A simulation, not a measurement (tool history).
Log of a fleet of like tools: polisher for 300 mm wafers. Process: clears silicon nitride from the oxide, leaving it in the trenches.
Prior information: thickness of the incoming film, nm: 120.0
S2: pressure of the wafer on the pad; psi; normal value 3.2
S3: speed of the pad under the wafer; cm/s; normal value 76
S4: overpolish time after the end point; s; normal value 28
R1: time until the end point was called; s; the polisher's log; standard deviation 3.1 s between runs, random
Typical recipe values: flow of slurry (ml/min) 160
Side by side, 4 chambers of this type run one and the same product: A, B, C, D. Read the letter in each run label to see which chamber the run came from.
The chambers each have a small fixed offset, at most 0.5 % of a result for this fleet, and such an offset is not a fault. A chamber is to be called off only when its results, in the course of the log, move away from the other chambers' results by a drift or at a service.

-- hour=2.8 chamber B: worn pad replaced by a new one
run 1A hour=3.1 | flow_of_slurry_(ml/min)=160 S2=3.2 S3=76 S4=28 | R1=174.43
run 2D hour=7.5 | flow_of_slurry_(ml/min)=160 S2=3.2 S3=76 S4=28 | R1=174.88
-- hour=11.2 chamber D: worn pad replaced by a new one
run 3B hour=12.0 | flow_of_slurry_(ml/min)=160 S2=3.2 S3=76 S4=28 | R1=173.57
run 4C hour=16.7 | flow_of_slurry_(ml/min)=160 S2=3.2 S3=76 S4=28 | R1=170.26
-- hour=18.9 chamber C: worn pad replaced by a new one
run 5A hour=20.3 | flow_of_slurry_(ml/min)=160 S2=3.2 S3=76 S4=28 | R1=169.34
run 6B hour=25.8 | flow_of_slurry_(ml/min)=160 S2=3.2 S3=76 S4=28 | R1=177.17
run 7D hour=28.9 | flow_of_slurry_(ml/min)=160 S2=3.2 S3=76 S4=28 | R1=169.03
run 8C hour=31.9 | flow_of_slurry_(ml/min)=160 S2=3.2 S3=90 S4=28 | R1=145.35
-- hour=36.3 chamber B: slurry nozzle cleaned
run 9C hour=37.4 | flow_of_slurry_(ml/min)=160 S2=3.2 S3=90 S4=28 | R1=145.74
run 10B hour=40.3 | flow_of_slurry_(ml/min)=160 S2=3.2 S3=90 S4=28 | R1=147.26
run 11A hour=45.9 | flow_of_slurry_(ml/min)=160 S2=3.2 S3=90 S4=28 | R1=149.63
run 12D hour=51.7 | flow_of_slurry_(ml/min)=160 S2=3.2 S3=76 S4=28 | R1=172.36
run 13A hour=57.5 | flow_of_slurry_(ml/min)=160 S2=3.2 S3=76 S4=28 | R1=178.66
run 14C hour=63.9 | flow_of_slurry_(ml/min)=160 S2=3.2 S3=76 S4=28 | R1=174.81
run 15B hour=69.8 | flow_of_slurry_(ml/min)=160 S2=3.2 S3=76 S4=28 | R1=179.77
run 16D hour=74.7 | flow_of_slurry_(ml/min)=160 S2=3.2 S3=76 S4=28 | R1=172.94
run 17A hour=79.6 | flow_of_slurry_(ml/min)=160 S2=3.2 S3=76 S4=28 | R1=172.67
run 18B hour=84.6 | flow_of_slurry_(ml/min)=160 S2=3.2 S3=76 S4=28 | R1=169.66
run 19D hour=88.9 | flow_of_slurry_(ml/min)=160 S2=3.2 S3=76 S4=28 | R1=169.75
run 20C hour=92.5 | flow_of_slurry_(ml/min)=160 S2=3.2 S3=76 S4=28 | R1=174.93
run 21B hour=96.2 | flow_of_slurry_(ml/min)=160 S2=3.2 S3=88 S4=28 | R1=149.24
run 22D hour=101.8 | flow_of_slurry_(ml/min)=160 S2=3.2 S3=88 S4=28 | R1=146.53
run 23A hour=107.7 | flow_of_slurry_(ml/min)=160 S2=3.2 S3=88 S4=28 | R1=150.89
run 24C hour=113.6 | flow_of_slurry_(ml/min)=160 S2=3.2 S3=88 S4=28 | R1=150.44
run 25B hour=118.4 | flow_of_slurry_(ml/min)=160 S2=3.2 S3=76 S4=28 | R1=175.26
run 26A hour=124.6 | flow_of_slurry_(ml/min)=160 S2=3.2 S3=76 S4=28 | R1=175.31
run 27C hour=129.8 | flow_of_slurry_(ml/min)=160 S2=3.2 S3=76 S4=20 | R1=174.44
run 28D hour=135.7 | flow_of_slurry_(ml/min)=160 S2=3.2 S3=76 S4=20 | R1=174.05
run 29A hour=139.1 | flow_of_slurry_(ml/min)=160 S2=3.2 S3=76 S4=20 | R1=174.67
run 30D hour=144.1 | flow_of_slurry_(ml/min)=160 S2=3.2 S3=76 S4=20 | R1=178.47
-- hour=145.8 chamber C: worn pad replaced by a new one
run 31B hour=149.7 | flow_of_slurry_(ml/min)=160 S2=3.2 S3=76 S4=28 | R1=177.14
-- hour=152.0 chamber A: worn pad replaced by a new one
run 32C hour=155.7 | flow_of_slurry_(ml/min)=160 S2=3.2 S3=86 S4=28 | R1=153.30
-- hour=161.5 chamber A: slurry nozzle cleaned
run 33C hour=162.0 | flow_of_slurry_(ml/min)=160 S2=3.2 S3=86 S4=28 | R1=151.11
run 34D hour=166.5 | flow_of_slurry_(ml/min)=160 S2=3.2 S3=86 S4=28 | R1=154.30
run 35B hour=171.4 | flow_of_slurry_(ml/min)=160 S2=3.2 S3=86 S4=28 | R1=152.67
run 36A hour=175.9 | flow_of_slurry_(ml/min)=160 S2=3.2 S3=76 S4=28 | R1=172.71
run 37A hour=178.7 | flow_of_slurry_(ml/min)=160 S2=3.2 S3=76 S4=28 | R1=168.12
run 38D hour=184.3 | flow_of_slurry_(ml/min)=160 S2=3.2 S3=76 S4=28 | R1=175.06
run 39C hour=189.0 | flow_of_slurry_(ml/min)=160 S2=3.2 S3=76 S4=28 | R1=173.54
run 40B hour=192.3 | flow_of_slurry_(ml/min)=160 S2=3.2 S3=76 S4=28 | R1=170.66
run 41B hour=196.9 | flow_of_slurry_(ml/min)=160 S2=3.2 S3=76 S4=28 | R1=174.88
run 42D hour=202.4 | flow_of_slurry_(ml/min)=160 S2=3.2 S3=76 S4=28 | R1=171.07
run 43A hour=205.5 | flow_of_slurry_(ml/min)=160 S2=3.2 S3=76 S4=28 | R1=176.66
run 44C hour=210.0 | flow_of_slurry_(ml/min)=160 S2=3.2 S3=86 S4=28 | R1=154.57

Predict what each chamber gives when all 4 of them run the settings below next.
run 45A hour=214.6 | flow_of_slurry_(ml/min)=160 S2=4.0 S3=76 S4=28 | R1=?
run 45B hour=214.6 | flow_of_slurry_(ml/min)=160 S2=4.0 S3=76 S4=28 | R1=?
run 45C hour=214.6 | flow_of_slurry_(ml/min)=160 S2=4.0 S3=76 S4=28 | R1=?
run 45D hour=214.6 | flow_of_slurry_(ml/min)=160 S2=4.0 S3=76 S4=28 | R1=?

run=45A R1=138.49
run=45B R1=143.01
run=45C R1=142.22
run=45D R1=141.66

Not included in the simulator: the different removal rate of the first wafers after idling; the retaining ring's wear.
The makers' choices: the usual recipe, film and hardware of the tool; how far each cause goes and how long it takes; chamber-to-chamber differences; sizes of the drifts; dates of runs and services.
